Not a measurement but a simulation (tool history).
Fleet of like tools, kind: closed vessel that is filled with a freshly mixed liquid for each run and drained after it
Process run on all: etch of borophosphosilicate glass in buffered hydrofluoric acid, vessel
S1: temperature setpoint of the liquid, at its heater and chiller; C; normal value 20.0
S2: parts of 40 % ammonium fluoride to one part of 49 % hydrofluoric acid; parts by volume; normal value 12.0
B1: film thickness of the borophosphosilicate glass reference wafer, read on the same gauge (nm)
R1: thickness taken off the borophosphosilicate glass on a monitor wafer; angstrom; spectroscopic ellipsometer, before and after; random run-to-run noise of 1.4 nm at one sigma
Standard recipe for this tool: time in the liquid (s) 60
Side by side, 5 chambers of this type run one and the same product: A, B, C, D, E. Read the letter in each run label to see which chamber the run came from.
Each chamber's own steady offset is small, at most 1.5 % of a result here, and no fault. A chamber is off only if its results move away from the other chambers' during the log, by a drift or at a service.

run 1C hour=7.8 | S1=20.0 S2=12.0 time_in_the_liquid_(s)=60 | B1=150.02 | R1=1436.1
run 2D hour=18.9 | S1=20.0 S2=12.0 time_in_the_liquid_(s)=60 | B1=150.05 | R1=1469.2
run 3B hour=29.6 | S1=20.0 S2=12.0 time_in_the_liquid_(s)=60 | B1=149.98 | R1=1441.9
run 4A hour=40.5 | S1=20.0 S2=12.0 time_in_the_liquid_(s)=60 | B1=149.99 | R1=1433.3
run 5E hour=48.6 | S1=20.0 S2=12.0 time_in_the_liquid_(s)=60 | B1=149.99 | R1=1471.1
run 6B hour=55.0 | S1=20.0 S2=12.0 time_in_the_liquid_(s)=60 | B1=150.01 | R1=1457.5
run 7D hour=62.9 | S1=20.0 S2=8.5 time_in_the_liquid_(s)=40 | B1=150.00 | R1=1327.4
run 8C hour=68.9 | S1=20.0 S2=8.5 time_in_the_liquid_(s)=40 | B1=149.99 | R1=1316.4
run 9E hour=77.2 | S1=20.0 S2=8.5 time_in_the_liquid_(s)=40 | B1=150.01 | R1=1330.8
run 10A hour=88.4 | S1=20.0 S2=8.5 time_in_the_liquid_(s)=40 | B1=150.01 | R1=1293.0
run 11B hour=94.2 | S1=20.0 S2=8.5 time_in_the_liquid_(s)=40 | B1=149.97 | R1=1300.8
run 12E hour=101.6 | S1=20.0 S2=12.0 time_in_the_liquid_(s)=60 | B1=149.96 | R1=1467.4
run 13D hour=109.0 | S1=20.0 S2=12.0 time_in_the_liquid_(s)=60 | B1=150.00 | R1=1475.4
run 14A hour=115.5 | S1=20.0 S2=12.0 time_in_the_liquid_(s)=60 | B1=150.01 | R1=1375.3
-- hour=121.4 chamber E: hydrofluoric acid flow meter replaced
run 15C hour=124.3 | S1=20.0 S2=12.0 time_in_the_liquid_(s)=60 | B1=150.04 | R1=1422.9
run 16E hour=134.0 | S1=20.0 S2=12.0 time_in_the_liquid_(s)=60 | B1=150.01 | R1=1449.0
run 17B hour=141.1 | S1=20.0 S2=12.0 time_in_the_liquid_(s)=60 | B1=150.00 | R1=1457.9
run 18D hour=148.1 | S1=20.0 S2=12.0 time_in_the_liquid_(s)=60 | B1=149.98 | R1=1461.3
run 19C hour=155.4 | S1=20.0 S2=12.0 time_in_the_liquid_(s)=60 | B1=150.05 | R1=1444.1
-- hour=156.8 chamber B: hydrofluoric acid flow meter replaced
run 20A hour=166.6 | S1=20.0 S2=12.0 time_in_the_liquid_(s)=60 | B1=149.97 | R1=1399.9
run 21C hour=177.0 | S1=20.0 S2=12.0 time_in_the_liquid_(s)=60 | B1=149.97 | R1=1440.0
run 22A hour=182.8 | S1=20.0 S2=12.0 time_in_the_liquid_(s)=60 | B1=150.02 | R1=1358.9
run 23B hour=193.4 | S1=22.5 S2=12.0 time_in_the_liquid_(s)=60 | B1=149.99 | R1=1673.1
run 24D hour=205.5 | S1=22.5 S2=12.0 time_in_the_liquid_(s)=60 | B1=150.02 | R1=1670.8
run 25E hour=217.7 | S1=22.5 S2=12.0 time_in_the_liquid_(s)=60 | B1=149.98 | R1=1671.0
run 26C hour=227.4 | S1=22.5 S2=12.0 time_in_the_liquid_(s)=60 | B1=150.00 | R1=1648.0
run 27E hour=238.9 | S1=22.5 S2=12.0 time_in_the_liquid_(s)=60 | B1=150.04 | R1=1663.7
run 28A hour=251.0 | S1=20.0 S2=12.0 time_in_the_liquid_(s)=60 | B1=150.03 | R1=1325.2
run 29D hour=258.3 | S1=20.0 S2=12.0 time_in_the_liquid_(s)=60 | B1=150.00 | R1=1460.1
run 30B hour=264.7 | S1=20.0 S2=12.0 time_in_the_liquid_(s)=60 | B1=150.03 | R1=1441.0
run 31D hour=276.8 | S1=20.0 S2=12.0 time_in_the_liquid_(s)=60 | B1=150.00 | R1=1466.4

Is one chamber off against the others, does the gauge drift, or is nothing wrong? If a chamber is off, say which, and what the likeliest cause is.

Chamber A drifts away from the others.
Most likely cause: liquid colder than its thermometer reads (K) = 1.93.
The log might look much the same if the cause were instead: hydrofluoric acid flow below the setpoint (%).

Chamber A could run next with any of the 4 candidate recipes listed below; each alters the usual settings, and their results appear as question marks. Which one brings its results back in line with what the other chambers deliver on the usual settings?
In line here means within this much of the mean the other chambers give on the usual settings: R1 49.0 angstrom
run 32A-1 hour=285.9 | S1=20.0 S2=13.5 time_in_the_liquid_(s)=60 | R1=?
run 32A-2 hour=285.9 | S1=20.5 S2=12.0 time_in_the_liquid_(s)=65 | R1=?
run 32A-3 hour=285.9 | S1=21.0 S2=12.0 time_in_the_liquid_(s)=60 | R1=?
run 32A-4 hour=285.9 | S1=19.0 S2=12.0 time_in_the_liquid_(s)=60 | R1=?

The mean the other chambers reach with the usual settings: R1 1449.8 angstrom
run=32A-1 R1=1153.8
run=32A-2 R1=1443.6
run=32A-3 R1=1369.5
run=32A-4 R1=1226.4
32A-2 puts the chamber back in line with the other chambers.
